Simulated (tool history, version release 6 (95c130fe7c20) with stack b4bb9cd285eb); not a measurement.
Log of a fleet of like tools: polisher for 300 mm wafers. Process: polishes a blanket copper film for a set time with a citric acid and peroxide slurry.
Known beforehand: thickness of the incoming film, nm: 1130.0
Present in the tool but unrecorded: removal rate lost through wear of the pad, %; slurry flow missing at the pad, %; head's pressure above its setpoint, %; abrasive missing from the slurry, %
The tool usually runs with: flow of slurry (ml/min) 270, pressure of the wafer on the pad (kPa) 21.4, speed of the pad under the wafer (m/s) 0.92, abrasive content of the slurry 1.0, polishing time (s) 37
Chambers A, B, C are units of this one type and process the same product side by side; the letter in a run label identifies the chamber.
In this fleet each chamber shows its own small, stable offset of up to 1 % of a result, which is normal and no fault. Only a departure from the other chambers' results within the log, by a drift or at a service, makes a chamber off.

run	hour	flow of slurry (ml/min)	pressure of the wafer on the pad (kPa)	speed of the pad under the wafer (m/s)	abrasive content of the slurry	polishing time (s)	wafers polished on this pad	hours since the slurry nozzle was cleaned	hours since the head pressure was calibrated	hours since the slurry blender was calibrated	film removed (Å)
1C	14.0	270	21.4	0.92	1.0	37	1317	119.2	957.4	103.5	839.01
2B	26.3	270	21.4	0.92	1.0	37	1063	77.6	172.4	103.3	840.32
# hour 29.8: chamber C: worn pad replaced by a new one
3A	37.9	270	21.4	0.92	1.0	37	911	235.7	1334.0	88.0	838.44
4C	47.5	270	21.4	0.92	1.0	37	317	152.7	990.9	137.0	835.23
# hour 53.9: chamber A: slurry blender recalibrated
5B	54.1	270	21.4	0.92	1.0	37	1561	105.4	200.2	131.1	844.25
# hour 62.5: chamber B: worn pad replaced by a new one
6A	65.1	270	21.4	0.92	1.0	37	1399	262.9	1361.2	11.2	840.71
# hour 68.4: chamber A: worn pad replaced by a new one
# hour 71.0: chamber A: head pressure recalibrated
7B	72.8	230	24.1	0.92	1.0	37	186	124.1	218.9	149.8	928.53
8C	82.3	230	24.1	0.92	1.0	37	941	187.5	1025.7	171.8	925.63
9A	89.6	230	24.1	0.92	1.0	37	380	287.4	18.6	35.7	931.48
10B	101.9	270	21.4	0.92	1.0	37	707	153.2	248.0	178.9	844.81
# hour 109.4: chamber C: worn pad replaced by a new one
11C	113.5	270	21.4	0.92	1.0	37	75	218.7	1056.9	203.0	850.84
12A	125.8	270	21.4	0.92	1.0	47	1029	323.6	54.8	71.9	1049.80
# hour 131.3: chamber C: slurry blender recalibrated
13B	137.2	270	21.4	0.92	1.0	47	1340	188.5	283.3	214.2	1109.40
# hour 141.0: chamber B: worn pad replaced by a new one
14C	149.7	270	21.4	0.92	1.0	47	724	254.9	1093.1	18.4	1076.70
15A	159.9	270	21.4	0.92	1.0	37	1641	357.7	88.9	106.0	832.80
# hour 162.4: chamber A: worn pad replaced by a new one
16C	170.3	270	21.4	0.92	1.0	37	1093	275.5	1113.7	39.0	860.01
# hour 176.0: chamber A: slurry blender recalibrated
17A	183.1	270	21.4	0.92	1.0	37	371	380.9	112.1	7.2	840.75
# hour 190.9: chamber C: worn pad replaced by a new one
18B	194.7	270	21.4	0.92	1.0	37	962	246.0	340.8	271.7	864.59
# hour 199.0: chamber C: head pressure recalibrated
19A	209.5	270	21.4	0.92	1.0	37	845	407.3	138.5	33.6	854.79
20B	216.2	270	21.4	0.92	1.0	37	1348	267.5	362.3	293.2	847.27
# hour 223.1: chamber B: worn pad replaced by a new one
21C	230.1	270	21.4	0.92	1.0	37	704	335.3	31.1	98.8	927.33
# hour 240.8: chamber B: slurry blender recalibrated
22B	243.7	270	21.4	0.92	1.0	37	370	295.0	389.8	2.9	819.68
# hour 250.6: chamber A: worn pad replaced by a new one
23A	256.2	270	21.4	1.22	1.0	37	101	454.0	185.2	80.3	1100.60
24C	263.7	270	21.4	1.22	1.0	37	1306	368.9	64.7	132.4	1245.90
25C	276.0	270	21.4	1.22	1.0	37	1526	381.2	77.0	144.7	1238.20
# hour 277.3: chamber C: worn pad replaced by a new one
# hour 279.8: chamber A: slurry blender recalibrated
26B	288.1	270	21.4	0.92	1.0	37	1166	339.4	434.2	47.3	863.95
# hour 301.3: chamber B: worn pad replaced by a new one
27A	302.6	270	17.2	0.92	1.0	49	933	500.4	231.6	22.8	914.69
28B	309.6	270	17.2	0.92	1.0	49	150	360.9	455.7	68.8	927.78
29A	316.9	270	17.2	0.92	1.0	49	1189	514.7	245.9	37.1	918.58
# hour 321.5: chamber B: slurry nozzle cleaned
30C	329.8	270	21.4	0.92	1.0	37	941	435.0	130.8	198.5	939.76
31C	336.2	270	21.4	0.92	1.0	37	1056	441.4	137.2	204.9	933.89
# hour 338.2: chamber A: worn pad replaced by a new one
32A	344.5	270	21.4	0.92	1.0	37	114	542.3	273.5	64.7	829.22
# hour 350.0: chamber C: worn pad replaced by a new one
33B	358.0	270	21.4	0.72	0.9	37	1018	36.5	504.1	117.2	648.78
34C	370.9	270	21.4	0.72	0.9	37	375	476.1	171.9	239.6	718.85
# hour 376.5: chamber C: slurry blender recalibrated
35A	377.4	270	21.4	0.72	0.9	37	704	575.2	306.4	97.6	630.18
# hour 384.6: chamber B: worn pad replaced by a new one
36B	385.3	270	21.4	0.92	1.0	37	13	63.8	531.4	144.5	845.50
# hour 388.8: chamber A: slurry blender recalibrated
37C	397.3	270	21.4	0.92	1.0	37	849	502.5	198.3	20.9	918.24
38A	408.7	270	21.4	0.92	1.0	37	1265	606.5	337.7	20.0	830.89
39B	421.1	270	21.4	0.92	1.0	37	654	99.6	567.2	180.3	857.81

Is one chamber out of step, is the gauge drifting, or do the chambers differ by no more than their own small offsets? For an off chamber, give its letter and the likeliest cause.

A service on chamber C put it out of line with the rest.
Likeliest cause: head's pressure above its setpoint, % = 10.2.

Chamber C could run next with any of the 4 candidate recipes listed below; each alters the usual settings, and their results appear as question marks. Which one brings its results back in line with what the other chambers deliver on the usual settings?
Maximum distance from the other chambers' mean on the usual settings for a result to count as in line: film removed (Å) 34.00
40C-1	431.7	270	20.0	0.86	1.00	34					?
40C-2	431.7	270	21.4	0.82	1.00	37					?
40C-3	431.7	270	21.4	1.02	1.00	37					?
40C-4	431.7	275	26.2	0.92	1.05	37					?

The other chambers' mean on the usual settings: film removed (Å) 843.38
run	film removed (Å)
40C-1	752.91
40C-2	834.10
40C-3	1033.00
40C-4	1151.70
The right change is 40C-2: it brings the chamber back within the allowed miss of the others.

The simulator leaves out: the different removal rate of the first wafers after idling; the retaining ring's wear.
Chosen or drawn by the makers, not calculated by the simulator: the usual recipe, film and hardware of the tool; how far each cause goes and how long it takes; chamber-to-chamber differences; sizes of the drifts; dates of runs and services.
